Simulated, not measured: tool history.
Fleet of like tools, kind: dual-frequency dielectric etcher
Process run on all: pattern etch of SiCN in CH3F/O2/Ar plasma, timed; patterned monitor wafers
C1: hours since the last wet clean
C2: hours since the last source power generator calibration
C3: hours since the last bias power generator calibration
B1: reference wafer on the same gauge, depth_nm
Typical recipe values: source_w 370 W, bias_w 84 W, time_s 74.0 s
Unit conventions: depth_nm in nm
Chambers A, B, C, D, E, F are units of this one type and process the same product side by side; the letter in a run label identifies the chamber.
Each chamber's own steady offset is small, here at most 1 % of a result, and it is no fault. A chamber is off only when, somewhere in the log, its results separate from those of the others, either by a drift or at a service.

run 1D day=0.312 | source_w=370 bias_w=84 time_s=74.0 | C1=76.9 C2=4451.7 C3=414.5 | B1=28.215 | depth_nm=28.592
run 2E day=0.525 | source_w=370 bias_w=84 time_s=74.0 | C1=533.4 C2=1355.7 C3=1075.1 | B1=28.202 | depth_nm=28.433
run 3F day=0.754 | source_w=370 bias_w=84 time_s=74.0 | C1=292.0 C2=3629.2 C3=2651.9 | B1=28.205 | depth_nm=28.334
run 4A day=0.992 | source_w=370 bias_w=84 time_s=74.0 | C1=312.8 C2=2316.2 C3=2516.0 | B1=28.202 | depth_nm=28.344
run 5C day=1.358 | source_w=310 bias_w=84 time_s=74.0 | C1=214.8 C2=1805.1 C3=1697.4 | B1=28.190 | depth_nm=26.823
-- day=1.462 chamber D: source power generator calibrated
run 6B day=1.538 | source_w=310 bias_w=84 time_s=74.0 | C1=152.6 C2=1730.9 C3=2546.5 | B1=28.185 | depth_nm=26.463
run 7E day=1.808 | source_w=310 bias_w=84 time_s=74.0 | C1=564.2 C2=1386.5 C3=1105.9 | B1=28.210 | depth_nm=26.601
run 8A day=1.988 | source_w=310 bias_w=84 time_s=74.0 | C1=336.7 C2=2340.1 C3=2539.9 | B1=28.192 | depth_nm=26.661
run 9B day=2.183 | source_w=310 bias_w=84 time_s=74.0 | C1=168.1 C2=1746.4 C3=2562.0 | B1=28.218 | depth_nm=26.818
run 10C day=2.417 | source_w=310 bias_w=84 time_s=74.0 | C1=240.2 C2=1830.5 C3=1722.8 | B1=28.188 | depth_nm=26.893
run 11F day=2.642 | source_w=370 bias_w=84 time_s=74.0 | C1=337.3 C2=3674.5 C3=2697.2 | B1=28.191 | depth_nm=28.194
run 12D day=3.025 | source_w=370 bias_w=84 time_s=74.0 | C1=142.0 C2=37.5 C3=479.6 | B1=28.179 | depth_nm=28.522
run 13B day=3.383 | source_w=370 bias_w=84 time_s=74.0 | C1=196.9 C2=1775.2 C3=2590.8 | B1=28.218 | depth_nm=28.454
run 14A day=3.775 | source_w=370 bias_w=84 time_s=74.0 | C1=379.6 C2=2383.0 C3=2582.8 | B1=28.186 | depth_nm=28.430
run 15F day=4.092 | source_w=370 bias_w=84 time_s=74.0 | C1=372.1 C2=3709.3 C3=2732.0 | B1=28.213 | depth_nm=28.332
run 16C day=4.325 | source_w=370 bias_w=97 time_s=84.5 | C1=286.0 C2=1876.3 C3=1768.6 | B1=28.182 | depth_nm=34.490
-- day=4.350 chamber E: wet clean of the chamber
run 17D day=4.554 | source_w=370 bias_w=97 time_s=84.5 | C1=178.7 C2=74.2 C3=516.3 | B1=28.205 | depth_nm=34.345
run 18E day=4.762 | source_w=370 bias_w=97 time_s=84.5 | C1=9.9 C2=1457.4 C3=1176.8 | B1=28.199 | depth_nm=34.271
run 19C day=5.038 | source_w=370 bias_w=97 time_s=84.5 | C1=303.1 C2=1893.4 C3=1785.7 | B1=28.204 | depth_nm=34.424
run 20F day=5.417 | source_w=370 bias_w=97 time_s=84.5 | C1=403.9 C2=3741.1 C3=2763.8 | B1=28.165 | depth_nm=34.031
run 21B day=5.742 | source_w=370 bias_w=97 time_s=84.5 | C1=253.5 C2=1831.8 C3=2647.4 | B1=28.166 | depth_nm=34.283
run 22E day=5.967 | source_w=370 bias_w=84 time_s=74.0 | C1=38.8 C2=1486.3 C3=1205.7 | B1=28.210 | depth_nm=28.474
run 23D day=6.304 | source_w=370 bias_w=84 time_s=74.0 | C1=220.7 C2=116.2 C3=558.3 | B1=28.214 | depth_nm=28.530
run 24A day=6.650 | source_w=370 bias_w=84 time_s=74.0 | C1=448.6 C2=2452.0 C3=2651.8 | B1=28.193 | depth_nm=28.413
-- day=6.800 chamber F: source power generator calibrated
run 25D day=6.900 | source_w=370 bias_w=84 time_s=74.0 | C1=235.0 C2=130.5 C3=572.6 | B1=28.194 | depth_nm=28.733
run 26F day=7.083 | source_w=370 bias_w=84 time_s=74.0 | C1=443.9 C2=6.9 C3=2803.8 | B1=28.210 | depth_nm=28.322
run 27B day=7.338 | source_w=370 bias_w=84 time_s=74.0 | C1=291.8 C2=1870.1 C3=2685.7 | B1=28.202 | depth_nm=28.567
run 28C day=7.592 | source_w=370 bias_w=84 time_s=74.0 | C1=364.4 C2=1954.7 C3=1847.0 | B1=28.181 | depth_nm=28.551
run 29A day=7.850 | source_w=370 bias_w=84 time_s=74.0 | C1=477.4 C2=2480.8 C3=2680.6 | B1=28.202 | depth_nm=28.357
-- day=7.867 chamber A: bias power generator calibrated
-- day=7.958 chamber F: wet clean of the chamber
run 30E day=8.158 | source_w=410 bias_w=84 time_s=74.0 | C1=91.4 C2=1538.9 C3=1258.3 | B1=28.187 | depth_nm=29.660
run 31C day=8.450 | source_w=410 bias_w=84 time_s=74.0 | C1=385.0 C2=1975.3 C3=1867.6 | B1=28.195 | depth_nm=29.785
run 32E day=8.679 | source_w=410 bias_w=84 time_s=74.0 | C1=103.9 C2=1551.4 C3=1270.8 | B1=28.201 | depth_nm=29.582
run 33A day=9.071 | source_w=410 bias_w=84 time_s=74.0 | C1=506.7 C2=2510.1 C3=28.9 | B1=28.216 | depth_nm=29.522
run 34D day=9.475 | source_w=410 bias_w=84 time_s=74.0 | C1=296.8 C2=192.3 C3=634.4 | B1=28.192 | depth_nm=29.671
run 35F day=9.717 | source_w=410 bias_w=84 time_s=74.0 | C1=42.2 C2=70.1 C3=2867.0 | B1=28.172 | depth_nm=28.978
run 36B day=10.092 | source_w=370 bias_w=84 time_s=74.0 | C1=357.9 C2=1936.2 C3=2751.8 | B1=28.169 | depth_nm=28.507
run 37B day=10.383 | source_w=370 bias_w=84 time_s=74.0 | C1=364.9 C2=1943.2 C3=2758.8 | B1=28.192 | depth_nm=28.564
run 38E day=10.733 | source_w=370 bias_w=84 time_s=74.0 | C1=153.2 C2=1600.7 C3=1320.1 | B1=28.205 | depth_nm=28.431
run 39F day=11.033 | source_w=370 bias_w=84 time_s=74.0 | C1=73.8 C2=101.7 C3=2898.6 | B1=28.201 | depth_nm=27.692
run 40D day=11.342 | source_w=370 bias_w=84 time_s=74.0 | C1=341.6 C2=237.1 C3=679.2 | B1=28.200 | depth_nm=28.600
run 41A day=11.612 | source_w=370 bias_w=84 time_s=74.0 | C1=567.7 C2=2571.1 C3=89.9 | B1=28.193 | depth_nm=28.389
run 42C day=11.996 | source_w=370 bias_w=84 time_s=74.0 | C1=470.1 C2=2060.4 C3=1952.7 | B1=28.204 | depth_nm=28.529
run 43D day=12.283 | source_w=370 bias_w=84 time_s=74.0 | C1=364.2 C2=259.7 C3=701.8 | B1=28.207 | depth_nm=28.718

Which is it: a chamber that has drifted or been left off by a service, a gauge drift common to all chambers, or only each chamber's usual small offset? If a chamber is off, name it and its likeliest cause.

Chamber F has stood off from the others ever since a service on it.
Most likely cause: etch rate under this chamber's usual, % = 1.95.

Chamber F could run next with any of the 4 candidate recipes listed below; each alters the usual settings, and their results appear as question marks. Which one brings its results back in line with what the other chambers deliver on the usual settings?
Allowed miss from the other chambers' usual-settings mean, per result, to count as in line: depth_nm 0.290 nm
run 44F-1 day=12.571 | source_w=370 bias_w=84 time_s=74.5 | depth_nm=?
run 44F-2 day=12.571 | source_w=370 bias_w=84 time_s=76.0 | depth_nm=?
run 44F-3 day=12.571 | source_w=370 bias_w=84 time_s=73.5 | depth_nm=?
run 44F-4 day=12.571 | source_w=370 bias_w=78 time_s=74.0 | depth_nm=?

The mean the other chambers reach with the usual settings: depth_nm 28.534 nm
run=44F-1 depth_nm=27.944
run=44F-2 depth_nm=28.507
run=44F-3 depth_nm=27.569
run=44F-4 depth_nm=27.014
With 44F-2, the chamber falls back in line with the rest.
